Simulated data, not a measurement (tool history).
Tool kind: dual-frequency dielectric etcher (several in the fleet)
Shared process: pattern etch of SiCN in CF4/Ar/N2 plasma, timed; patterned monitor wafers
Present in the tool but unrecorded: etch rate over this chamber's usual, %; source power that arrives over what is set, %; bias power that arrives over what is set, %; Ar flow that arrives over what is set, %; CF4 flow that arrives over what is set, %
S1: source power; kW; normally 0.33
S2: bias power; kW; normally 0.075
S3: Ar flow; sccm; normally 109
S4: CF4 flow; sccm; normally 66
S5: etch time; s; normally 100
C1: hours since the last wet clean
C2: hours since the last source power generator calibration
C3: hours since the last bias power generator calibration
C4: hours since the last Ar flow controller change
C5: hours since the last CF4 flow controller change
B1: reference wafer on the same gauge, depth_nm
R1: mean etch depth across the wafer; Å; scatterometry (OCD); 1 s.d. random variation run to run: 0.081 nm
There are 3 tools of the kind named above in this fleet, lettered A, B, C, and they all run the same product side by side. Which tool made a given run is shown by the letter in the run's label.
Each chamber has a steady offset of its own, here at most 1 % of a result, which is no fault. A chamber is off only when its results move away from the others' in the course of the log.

run	day	S1	S2	S3	S4	S5	C1	C2	C3	C4	C5	B1	R1
1C	0.192	0.33	0.075	109	66	100	292.6	1494.8	3270.3	3749.9	3146.8	77.522	657.43
2B	0.396	0.33	0.075	109	66	100	421.1	4473.1	592.2	2626.6	1408.9	77.523	649.97
3A	0.504	0.33	0.075	109	66	100	441.3	20.9	1173.9	571.6	2898.5	77.527	649.07
4C	0.642	0.33	0.075	109	66	100	303.4	1505.6	3281.1	3760.7	3157.6	77.536	658.37
5A	0.762	0.33	0.075	109	66	100	447.5	27.1	1180.1	577.8	2904.7	77.58	650.49
6B	0.871	0.39	0.075	90	66	100	432.5	4484.5	603.6	2638	1420.3	77.595	774.99
7C	1.075	0.39	0.075	90	66	100	313.8	1516	3291.5	3771.1	3168	77.56	786.21
8B	1.262	0.39	0.075	90	66	100	441.9	4493.9	613	2647.4	1429.7	77.598	774.51
9A	1.388	0.33	0.075	109	66	100	462.5	42.1	1195.1	592.8	2919.7	77.626	651.84
10C	1.525	0.33	0.062	109	71	100	324.6	1526.8	3302.3	3781.9	3178.8	77.642	621.65
11B	1.679	0.33	0.062	109	71	100	451.9	4503.9	623	2657.4	1439.7	77.625	615.68
12A	1.875	0.33	0.062	109	71	100	474.2	53.8	1206.8	604.5	2931.4	77.672	614.61
13C	2.021	0.33	0.075	109	66	100	336.5	1538.7	3314.2	3793.8	3190.7	77.678	658.6
14B	2.138	0.29	0.075	99	66	100	462.9	4514.9	634	2668.4	1450.7	77.694	588.62
15A	2.317	0.29	0.075	99	66	100	484.8	64.4	1217.4	615.1	2942	77.698	590.81
16A	2.479	0.29	0.075	99	66	100	488.7	68.3	1221.3	619	2945.9	77.714	589.61
17C	2.588	0.33	0.075	109	66	100	350.1	1552.3	3327.8	3807.4	3204.3	77.764	658.67
18B	2.679	0.33	0.075	109	66	100	475.9	4527.9	647	2681.4	1463.7	77.755	651.11
19B	2.875	0.33	0.075	109	66	100	480.6	4532.6	651.7	2686.1	1468.4	77.778	653.39
20C	2.988	0.33	0.075	109	66	100	359.7	1561.9	3337.4	3817	3213.9	77.786	660.25
21A	3.092	0.33	0.075	125	66	100	503.4	83	1236	633.7	2960.6	77.768	639.44
22A	3.275	0.33	0.075	125	66	100	507.8	87.4	1240.4	638.1	2965	77.784	638.97
# day 3.358: chamber C: wet clean of the chamber
23C	3.45	0.33	0.075	125	66	100	2.2	1573	3348.5	3828.1	3225	77.803	647.21
24B	3.65	0.26	0.075	109	54	100	499.2	4551.2	670.3	2704.7	1487	77.809	514.33
25C	3.867	0.26	0.075	109	54	100	12.2	1583	3358.5	3838.1	3235	77.808	519.64
26A	4.004	0.26	0.075	109	54	100	525.3	104.9	1257.9	655.6	2982.5	77.835	515.17
27B	4.162	0.33	0.075	109	66	100	511.5	4563.5	682.6	2717	1499.3	77.878	651.74
28B	4.338	0.33	0.075	109	66	100	515.7	4567.7	686.8	2721.2	1503.5	77.896	652.94

Next, every chamber runs the same settings. What will each give?
29A	4.492	0.37	0.075	109	66	100							?
29B	4.492	0.37	0.075	109	66	100							?
29C	4.492	0.37	0.075	109	66	100							?

run	R1
29A	720.76
29B	722.57
29C	731.92
